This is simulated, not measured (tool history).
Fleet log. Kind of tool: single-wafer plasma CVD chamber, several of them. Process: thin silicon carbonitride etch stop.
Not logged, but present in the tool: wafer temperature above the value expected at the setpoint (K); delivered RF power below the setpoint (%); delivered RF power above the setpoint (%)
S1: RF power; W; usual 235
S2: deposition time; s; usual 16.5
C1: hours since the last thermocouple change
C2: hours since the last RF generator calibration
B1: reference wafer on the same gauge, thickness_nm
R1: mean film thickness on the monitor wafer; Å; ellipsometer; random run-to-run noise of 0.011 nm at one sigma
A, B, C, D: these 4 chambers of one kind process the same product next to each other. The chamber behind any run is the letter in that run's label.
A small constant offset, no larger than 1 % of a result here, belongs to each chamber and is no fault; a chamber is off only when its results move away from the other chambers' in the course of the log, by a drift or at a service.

{"run": "1D", "hour": 12.3, "S1": 235, "S2": 16.5, "C1": 1248.8, "C2": 556.5, "B1": 11.598, "R1": 97.987}
{"run": "2C", "hour": 19.9, "S1": 235, "S2": 16.5, "C1": 1373.8, "C2": 708.5, "B1": 11.597, "R1": 98.158}
{"run": "3B", "hour": 33.0, "S1": 235, "S2": 16.5, "C1": 850.4, "C2": 654.1, "B1": 11.593, "R1": 98.714}
{"run": "4A", "hour": 43.0, "S1": 235, "S2": 16.5, "C1": 1221.2, "C2": 1766.5, "B1": 11.594, "R1": 98.998}
{"run": "5C", "hour": 54.1, "S1": 200, "S2": 19.5, "C1": 1408.0, "C2": 742.7, "B1": 11.593, "R1": 110.43}
{"run": "6A", "hour": 66.3, "S1": 200, "S2": 19.5, "C1": 1244.5, "C2": 1789.8, "B1": 11.595, "R1": 111.4}
{"run": "7D", "hour": 82.1, "S1": 200, "S2": 19.5, "C1": 1318.6, "C2": 626.3, "B1": 11.59, "R1": 109.92}
{"run": "8B", "hour": 91.6, "S1": 200, "S2": 19.5, "C1": 909.0, "C2": 712.7, "B1": 11.588, "R1": 111.18}
{"run": "9B", "hour": 102.8, "S1": 235, "S2": 16.5, "C1": 920.2, "C2": 723.9, "B1": 11.589, "R1": 98.843}
{"hour": 107.3, "done": "chamber A: RF generator calibrated"}
{"run": "10D", "hour": 113.9, "S1": 235, "S2": 16.5, "C1": 1350.4, "C2": 658.1, "B1": 11.589, "R1": 97.718}
{"run": "11C", "hour": 122.7, "S1": 235, "S2": 16.5, "C1": 1476.6, "C2": 811.3, "B1": 11.584, "R1": 98.047}
{"run": "12A", "hour": 131.9, "S1": 235, "S2": 16.5, "C1": 1310.1, "C2": 24.7, "B1": 11.584, "R1": 98.767}
{"run": "13A", "hour": 144.3, "S1": 200, "S2": 18.3, "C1": 1322.5, "C2": 37.1, "B1": 11.585, "R1": 104.76}
{"run": "14D", "hour": 151.7, "S1": 200, "S2": 18.3, "C1": 1388.2, "C2": 695.9, "B1": 11.583, "R1": 103.05}
{"run": "15B", "hour": 164.2, "S1": 200, "S2": 18.3, "C1": 981.6, "C2": 785.3, "B1": 11.579, "R1": 104.39}
{"run": "16C", "hour": 175.9, "S1": 200, "S2": 18.3, "C1": 1529.8, "C2": 864.5, "B1": 11.577, "R1": 103.64}
{"run": "17B", "hour": 190.9, "S1": 235, "S2": 16.5, "C1": 1008.3, "C2": 812.0, "B1": 11.579, "R1": 98.653}
{"run": "18A", "hour": 203.6, "S1": 235, "S2": 16.5, "C1": 1381.8, "C2": 96.4, "B1": 11.575, "R1": 98.736}
{"run": "19D", "hour": 210.8, "S1": 235, "S2": 16.5, "C1": 1447.3, "C2": 755.0, "B1": 11.576, "R1": 97.641}
{"run": "20C", "hour": 226.6, "S1": 200, "S2": 14.3, "C1": 1580.5, "C2": 915.2, "B1": 11.573, "R1": 80.81}
{"run": "21A", "hour": 233.6, "S1": 200, "S2": 14.3, "C1": 1411.8, "C2": 126.4, "B1": 11.572, "R1": 81.65}
{"run": "22B", "hour": 248.2, "S1": 200, "S2": 14.3, "C1": 1065.6, "C2": 869.3, "B1": 11.574, "R1": 81.592}
{"run": "23D", "hour": 257.6, "S1": 200, "S2": 14.3, "C1": 1494.1, "C2": 801.8, "B1": 11.572, "R1": 80.654}
{"run": "24C", "hour": 265.0, "S1": 235, "S2": 16.5, "C1": 1618.9, "C2": 953.6, "B1": 11.572, "R1": 97.829}
{"run": "25C", "hour": 275.0, "S1": 235, "S2": 16.5, "C1": 1628.9, "C2": 963.6, "B1": 11.569, "R1": 97.904}
{"run": "26A", "hour": 289.8, "S1": 235, "S2": 16.5, "C1": 1468.0, "C2": 182.6, "B1": 11.565, "R1": 98.721}
{"run": "27B", "hour": 297.8, "S1": 220, "S2": 19.1, "C1": 1115.2, "C2": 918.9, "B1": 11.57, "R1": 111.7}
{"run": "28D", "hour": 306.5, "S1": 220, "S2": 19.1, "C1": 1543.0, "C2": 850.7, "B1": 11.562, "R1": 110.76}
{"run": "29B", "hour": 314.6, "S1": 220, "S2": 19.1, "C1": 1132.0, "C2": 935.7, "B1": 11.563, "R1": 111.89}
{"run": "30D", "hour": 324.9, "S1": 220, "S2": 19.1, "C1": 1561.4, "C2": 869.1, "B1": 11.568, "R1": 110.81}
{"run": "31C", "hour": 332.3, "S1": 250, "S2": 14.6, "C1": 1686.2, "C2": 1020.9, "B1": 11.562, "R1": 88.249}
{"run": "32A", "hour": 342.8, "S1": 250, "S2": 14.6, "C1": 1521.0, "C2": 235.6, "B1": 11.56, "R1": 88.697}
{"run": "33C", "hour": 358.0, "S1": 250, "S2": 14.6, "C1": 1711.9, "C2": 1046.6, "B1": 11.559, "R1": 88.174}
{"run": "34D", "hour": 372.2, "S1": 250, "S2": 14.6, "C1": 1608.7, "C2": 916.4, "B1": 11.558, "R1": 87.979}
{"run": "35A", "hour": 383.9, "S1": 235, "S2": 16.5, "C1": 1562.1, "C2": 276.7, "B1": 11.553, "R1": 98.636}
{"run": "36B", "hour": 396.1, "S1": 235, "S2": 16.5, "C1": 1213.5, "C2": 1017.2, "B1": 11.555, "R1": 98.474}
{"run": "37A", "hour": 408.6, "S1": 235, "S2": 16.5, "C1": 1586.8, "C2": 301.4, "B1": 11.553, "R1": 98.482}
{"run": "38D", "hour": 417.8, "S1": 235, "S2": 16.5, "C1": 1654.3, "C2": 962.0, "B1": 11.549, "R1": 97.328}
{"run": "39B", "hour": 424.9, "S1": 235, "S2": 16.5, "C1": 1242.3, "C2": 1046.0, "B1": 11.55, "R1": 98.366}
{"run": "40C", "hour": 436.3, "S1": 235, "S2": 16.5, "C1": 1790.2, "C2": 1124.9, "B1": 11.549, "R1": 97.793}
{"run": "41B", "hour": 443.7, "S1": 235, "S2": 16.5, "C1": 1261.1, "C2": 1064.8, "B1": 11.549, "R1": 98.378}

Each of the 4 chambers runs these same settings next. Fill in every chamber's results:
{"run": "42A", "hour": 455.4, "S1": 235, "S2": 16.5, "R1": "?"}
{"run": "42B", "hour": 455.4, "S1": 235, "S2": 16.5, "R1": "?"}
{"run": "42C", "hour": 455.4, "S1": 235, "S2": 16.5, "R1": "?"}
{"run": "42D", "hour": 455.4, "S1": 235, "S2": 16.5, "R1": "?"}

run=42A R1=98.412
run=42B R1=98.318
run=42C R1=97.710
run=42D R1=97.395
